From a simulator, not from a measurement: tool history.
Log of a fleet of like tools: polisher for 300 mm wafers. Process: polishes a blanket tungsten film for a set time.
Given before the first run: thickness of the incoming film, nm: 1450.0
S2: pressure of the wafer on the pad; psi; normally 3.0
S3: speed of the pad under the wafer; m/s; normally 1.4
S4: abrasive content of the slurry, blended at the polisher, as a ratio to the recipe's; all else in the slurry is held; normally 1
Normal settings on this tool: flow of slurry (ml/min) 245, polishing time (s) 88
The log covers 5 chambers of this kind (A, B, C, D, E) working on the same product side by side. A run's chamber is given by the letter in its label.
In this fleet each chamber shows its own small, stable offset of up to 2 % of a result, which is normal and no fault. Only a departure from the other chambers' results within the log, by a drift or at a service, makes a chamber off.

{"run": "1D", "hour": 4.0, "flow of slurry (ml/min)": 245, "S2": 3.0, "S3": 1.4, "S4": 1, "polishing time (s)": 88, "film removed (nm)": 469.64}
{"run": "2A", "hour": 7.5, "flow of slurry (ml/min)": 245, "S2": 3.0, "S3": 1.4, "S4": 1, "polishing time (s)": 88, "film removed (nm)": 463.43}
{"hour": 9.4, "done": "chamber C: worn pad replaced by a new one"}
{"hour": 10.4, "done": "chamber C: slurry tank refilled with fresh slurry and peroxide"}
{"run": "3C", "hour": 10.7, "flow of slurry (ml/min)": 245, "S2": 3.0, "S3": 1.4, "S4": 1, "polishing time (s)": 88, "film removed (nm)": 465.83}
{"hour": 13.4, "done": "chamber A: slurry blender recalibrated"}
{"run": "4E", "hour": 14.2, "flow of slurry (ml/min)": 245, "S2": 3.0, "S3": 1.4, "S4": 1, "polishing time (s)": 88, "film removed (nm)": 459.39}
{"run": "5B", "hour": 18.3, "flow of slurry (ml/min)": 245, "S2": 3.0, "S3": 1.4, "S4": 1, "polishing time (s)": 88, "film removed (nm)": 464.97}
{"run": "6C", "hour": 20.9, "flow of slurry (ml/min)": 245, "S2": 3.0, "S3": 1.4, "S4": 1, "polishing time (s)": 88, "film removed (nm)": 464.17}
{"run": "7A", "hour": 24.9, "flow of slurry (ml/min)": 245, "S2": 3.0, "S3": 1.4, "S4": 1, "polishing time (s)": 88, "film removed (nm)": 466.89}
{"run": "8D", "hour": 29.9, "flow of slurry (ml/min)": 245, "S2": 3.0, "S3": 1.4, "S4": 1, "polishing time (s)": 88, "film removed (nm)": 470.12}
{"hour": 31.5, "done": "chamber B: slurry tank refilled with fresh slurry and peroxide"}
{"run": "9B", "hour": 35.0, "flow of slurry (ml/min)": 245, "S2": 3.0, "S3": 1.4, "S4": 1, "polishing time (s)": 88, "film removed (nm)": 465.18}
{"hour": 35.8, "done": "chamber D: slurry blender recalibrated"}
{"hour": 39.8, "done": "chamber B: slurry blender recalibrated"}
{"run": "10E", "hour": 40.5, "flow of slurry (ml/min)": 245, "S2": 3.0, "S3": 1.4, "S4": 1, "polishing time (s)": 88, "film removed (nm)": 458.91}
{"hour": 42.7, "done": "chamber A: worn pad replaced by a new one"}
{"run": "11C", "hour": 45.5, "flow of slurry (ml/min)": 245, "S2": 3.0, "S3": 1.4, "S4": 1, "polishing time (s)": 88, "film removed (nm)": 462.46}
{"run": "12E", "hour": 50.8, "flow of slurry (ml/min)": 245, "S2": 3.0, "S3": 1.4, "S4": 1, "polishing time (s)": 59, "film removed (nm)": 306.42}
{"hour": 51.3, "done": "chamber D: head pressure recalibrated"}
{"hour": 55.7, "done": "chamber A: slurry tank refilled with fresh slurry and peroxide"}
{"run": "13B", "hour": 55.9, "flow of slurry (ml/min)": 245, "S2": 3.0, "S3": 1.4, "S4": 1, "polishing time (s)": 59, "film removed (nm)": 306.29}
{"run": "14A", "hour": 60.6, "flow of slurry (ml/min)": 245, "S2": 3.0, "S3": 1.4, "S4": 1, "polishing time (s)": 59, "film removed (nm)": 313.76}
{"run": "15D", "hour": 64.7, "flow of slurry (ml/min)": 245, "S2": 3.0, "S3": 1.4, "S4": 1, "polishing time (s)": 59, "film removed (nm)": 316.05}
{"hour": 66.5, "done": "chamber C: head pressure recalibrated"}
{"hour": 69.9, "done": "chamber C: slurry tank refilled with fresh slurry and peroxide"}
{"run": "16A", "hour": 70.5, "flow of slurry (ml/min)": 245, "S2": 3.0, "S3": 1.4, "S4": 1, "polishing time (s)": 59, "film removed (nm)": 314.18}
{"hour": 72.1, "done": "chamber B: worn pad replaced by a new one"}
{"hour": 73.1, "done": "chamber C: slurry nozzle cleaned"}
{"run": "17D", "hour": 75.5, "flow of slurry (ml/min)": 245, "S2": 3.0, "S3": 1.4, "S4": 1, "polishing time (s)": 88, "film removed (nm)": 473.8}
{"hour": 76.4, "done": "chamber D: slurry nozzle cleaned"}
{"run": "18B", "hour": 81.4, "flow of slurry (ml/min)": 245, "S2": 3.0, "S3": 1.4, "S4": 1, "polishing time (s)": 88, "film removed (nm)": 463.71}
{"hour": 85.7, "done": "chamber D: slurry tank refilled with fresh slurry and peroxide"}
{"run": "19E", "hour": 86.5, "flow of slurry (ml/min)": 245, "S2": 3.0, "S3": 1.4, "S4": 1, "polishing time (s)": 88, "film removed (nm)": 443.81}
{"hour": 89.1, "done": "chamber B: slurry tank refilled with fresh slurry and peroxide"}
{"run": "20C", "hour": 92.2, "flow of slurry (ml/min)": 245, "S2": 3.0, "S3": 1.4, "S4": 1, "polishing time (s)": 88, "film removed (nm)": 462.15}
{"run": "21C", "hour": 96.6, "flow of slurry (ml/min)": 245, "S2": 3.0, "S3": 1.4, "S4": 1, "polishing time (s)": 88, "film removed (nm)": 463.76}
{"hour": 98.8, "done": "chamber D: worn pad replaced by a new one"}
{"run": "22B", "hour": 102.2, "flow of slurry (ml/min)": 245, "S2": 3.0, "S3": 1.4, "S4": 1, "polishing time (s)": 88, "film removed (nm)": 465.15}
{"run": "23A", "hour": 105.5, "flow of slurry (ml/min)": 245, "S2": 3.0, "S3": 1.4, "S4": 1, "polishing time (s)": 88, "film removed (nm)": 463.45}
{"run": "24D", "hour": 110.8, "flow of slurry (ml/min)": 245, "S2": 3.0, "S3": 1.4, "S4": 1, "polishing time (s)": 88, "film removed (nm)": 466.53}
{"run": "25E", "hour": 115.5, "flow of slurry (ml/min)": 245, "S2": 3.0, "S3": 1.4, "S4": 1, "polishing time (s)": 88, "film removed (nm)": 437.44}
{"hour": 117.0, "done": "chamber C: slurry tank refilled with fresh slurry and peroxide"}
{"run": "26B", "hour": 118.4, "flow of slurry (ml/min)": 245, "S2": 3.0, "S3": 1.4, "S4": 1, "polishing time (s)": 88, "film removed (nm)": 464.08}
{"hour": 121.8, "done": "chamber A: head pressure recalibrated"}
{"run": "27E", "hour": 122.3, "flow of slurry (ml/min)": 245, "S2": 3.0, "S3": 1.4, "S4": 1, "polishing time (s)": 88, "film removed (nm)": 439.85}
{"run": "28D", "hour": 127.9, "flow of slurry (ml/min)": 245, "S2": 3.0, "S3": 1.4, "S4": 1, "polishing time (s)": 88, "film removed (nm)": 470.85}
{"run": "29A", "hour": 131.6, "flow of slurry (ml/min)": 245, "S2": 3.0, "S3": 1.4, "S4": 1, "polishing time (s)": 88, "film removed (nm)": 467.45}
{"run": "30C", "hour": 135.0, "flow of slurry (ml/min)": 245, "S2": 3.3, "S3": 1.4, "S4": 1, "polishing time (s)": 72, "film removed (nm)": 411.81}

For the next run the whole fleet of 5 chambers uses the same settings. Give each chamber's results:
{"run": "31A", "hour": 139.3, "flow of slurry (ml/min)": 245, "S2": 3.0, "S3": 1.4, "S4": 1, "polishing time (s)": 88, "film removed (nm)": "?"}
{"run": "31B", "hour": 139.3, "flow of slurry (ml/min)": 245, "S2": 3.0, "S3": 1.4, "S4": 1, "polishing time (s)": 88, "film removed (nm)": "?"}
{"run": "31C", "hour": 139.3, "flow of slurry (ml/min)": 245, "S2": 3.0, "S3": 1.4, "S4": 1, "polishing time (s)": 88, "film removed (nm)": "?"}
{"run": "31D", "hour": 139.3, "flow of slurry (ml/min)": 245, "S2": 3.0, "S3": 1.4, "S4": 1, "polishing time (s)": 88, "film removed (nm)": "?"}
{"run": "31E", "hour": 139.3, "flow of slurry (ml/min)": 245, "S2": 3.0, "S3": 1.4, "S4": 1, "polishing time (s)": 88, "film removed (nm)": "?"}

run=31A film_removed_(nm)=467.73
run=31B film_removed_(nm)=463.26
run=31C film_removed_(nm)=462.63
run=31D film_removed_(nm)=464.71
run=31E film_removed_(nm)=428.14
